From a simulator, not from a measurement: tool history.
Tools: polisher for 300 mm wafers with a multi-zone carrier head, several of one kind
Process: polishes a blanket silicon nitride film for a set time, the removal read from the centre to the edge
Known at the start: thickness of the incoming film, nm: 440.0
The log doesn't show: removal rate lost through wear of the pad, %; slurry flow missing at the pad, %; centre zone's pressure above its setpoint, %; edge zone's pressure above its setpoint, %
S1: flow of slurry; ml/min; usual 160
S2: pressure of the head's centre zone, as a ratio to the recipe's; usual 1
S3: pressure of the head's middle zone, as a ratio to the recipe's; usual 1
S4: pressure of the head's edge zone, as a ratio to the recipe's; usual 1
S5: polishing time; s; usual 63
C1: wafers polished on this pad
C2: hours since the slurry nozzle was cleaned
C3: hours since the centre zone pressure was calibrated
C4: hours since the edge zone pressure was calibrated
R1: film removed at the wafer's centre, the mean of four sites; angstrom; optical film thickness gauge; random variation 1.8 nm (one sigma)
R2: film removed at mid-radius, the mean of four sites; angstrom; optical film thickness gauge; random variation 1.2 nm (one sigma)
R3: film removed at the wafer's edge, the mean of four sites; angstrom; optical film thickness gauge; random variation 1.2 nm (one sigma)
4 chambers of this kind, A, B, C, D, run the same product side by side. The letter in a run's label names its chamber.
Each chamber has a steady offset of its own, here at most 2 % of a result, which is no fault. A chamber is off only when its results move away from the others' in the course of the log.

run	hour	S1	S2	S3	S4	S5	C1	C2	C3	C4	R1	R2	R3
1B	7.1	160	1	1	1	63	281	470.2	1243.4	862.8	1656.8	1688.6	1710.2
2C	12	160	1	1	1	63	820	251	241.2	142.1	1665.3	1673	1688.7
3D	18.2	160	1	1	1	63	237	358.1	554.2	643.1	1688.3	1707	1669.2
# hour 21.6: chamber C: worn pad replaced by a new one
4A	24.9	160	1	1	1	63	1138	101.5	170.3	721.1	1684	1679.6	1694.5
# hour 30.5: chamber B: centre zone pressure recalibrated
5D	31	160	1	1	1	63	377	370.9	567	655.9	1681.6	1688	1675.6
6C	35.6	160	1	1	1	63	153	274.6	264.8	165.7	1679.2	1655.7	1692
# hour 41.5: chamber A: worn pad replaced by a new one
7B	41.9	160	1	1	1	63	661	505	11.5	897.6	1646.6	1692.2	1693.8
8A	47.9	160	1.04	1	1	63	70	124.5	193.3	744.1	1744.1	1689.3	1709.1
# hour 49.1: chamber B: slurry nozzle cleaned
9B	51.3	160	1.04	1	1	63	763	2.2	20.9	907	1704.3	1676.7	1701.3
10C	54.7	160	1.04	1	1	63	362	293.7	283.9	184.8	1753.1	1670.7	1671.5
11A	60.3	160	1.04	1	1	63	206	136.9	205.7	756.5	1756.1	1684.2	1695.9
12D	64.7	160	1	1	1	63	745	404.6	600.7	689.6	1658.8	1662.7	1642.5
13D	71	160	1	1	1	63	814	410.9	607	695.9	1654.4	1650.2	1650.8
14A	76.2	160	1.11	0.93	1	63	380	152.8	221.6	772.4	1892.2	1562	1681.6
15B	83	160	1.11	0.93	1	63	1110	33.9	52.6	938.7	1851.7	1575.9	1707.7
16C	87	160	1.11	0.93	1	63	714	326	316.2	217.1	1856.2	1556.9	1670.3
17C	93.4	160	1.11	0.93	1	63	784	332.4	322.6	223.5	1866.4	1562.5	1674.5
# hour 98.4: chamber C: worn pad replaced by a new one
18B	99.6	195	1	1	1	63	1291	50.5	69.2	955.3	1735.8	1741.1	1715.8
# hour 102.8: chamber D: worn pad replaced by a new one
19A	103	195	1	1	1	63	672	179.6	248.4	799.2	1739	1756	1741.4
# hour 104.9: chamber B: worn pad replaced by a new one
20D	107.8	195	1	1	1	63	55	447.7	643.8	732.7	1703.8	1685.2	1668.7
# hour 110.8: chamber C: slurry nozzle cleaned
21A	111.1	195	1	1	1	63	761	187.7	256.5	807.3	1777.5	1735.7	1737.6
# hour 111.4: chamber D: centre zone pressure recalibrated
# hour 118.1: chamber B: edge zone pressure recalibrated
22B	118.3	130	1	1	1	70	146	69.2	87.9	0.2	1768.5	1789.1	1834.2
23C	121.6	130	1	1	1	70	253	10.9	350.8	251.7	1737.5	1763.9	1808.5
24D	128.2	130	1	1	1	70	278	468.1	16.8	753.1	1636.4	1707.5	1758.7
25A	134.2	130	1	1	1	70	1013	210.8	279.6	830.4	1825.7	1795.2	1839.7
26D	138.2	160	1	1	1	63	387	478.1	26.8	763.1	1609.3	1599.7	1605.7
27C	141.6	160	1	1	1	63	472	30.9	370.8	271.7	1645.7	1674.7	1702.3
28B	147.7	160	1	1	1	63	468	98.6	117.3	29.6	1631.2	1668.4	1715
# hour 150: chamber A: worn pad replaced by a new one
29B	152	160	0.96	1	0.89	63	515	102.9	121.6	33.9	1609.3	1677.1	1620.1
30A	157.4	160	0.96	1	0.89	63	81	234	302.8	853.6	1608.3	1683.6	1613.4
31C	163.4	160	0.96	1	0.89	63	710	52.7	392.6	293.5	1614.9	1667.6	1602.6
32D	170.6	160	0.96	1	0.89	63	741	510.5	59.2	795.5	1518.3	1573.4	1492.9
33A	176.2	160	1	1	1	63	286	252.8	321.6	872.4	1700.9	1666.2	1684.6
# hour 178.1: chamber C: worn pad replaced by a new one
34C	183.2	160	1	1	1	63	55	72.5	412.4	313.3	1657.9	1682.6	1678.2
35B	189.9	160	1	1	1	63	929	140.8	159.5	71.8	1655.2	1695.3	1695
36D	194	160	1	1	1	63	997	533.9	82.6	818.9	1509.5	1528.7	1557
# hour 199.3: chamber D: worn pad replaced by a new one
37C	201	160	0.88	1	0.95	63	250	90.3	430.2	331.1	1444.5	1695.7	1652
38D	207.5	160	0.88	1	0.95	63	90	547.4	96.1	832.4	1283.8	1536.7	1539.6
39B	213.5	160	0.88	1	0.95	63	1187	164.4	183.1	95.4	1444	1687.5	1663.3
40A	217.8	160	0.88	1	0.95	63	741	294.4	363.2	914	1469.6	1679	1661.3

All 4 chambers run these settings next. Forecast each chamber's results:
41A	223	160	1	1	1	50					?	?	?
41B	223	160	1	1	1	50					?	?	?
41C	223	160	1	1	1	50					?	?	?
41D	223	160	1	1	1	50					?	?	?

run	R1	R2	R3
41A	1355.6	1341.1	1348.9
41B	1341.1	1347.4	1346.8
41C	1305.4	1337.3	1345
41D	1191.3	1195.7	1223
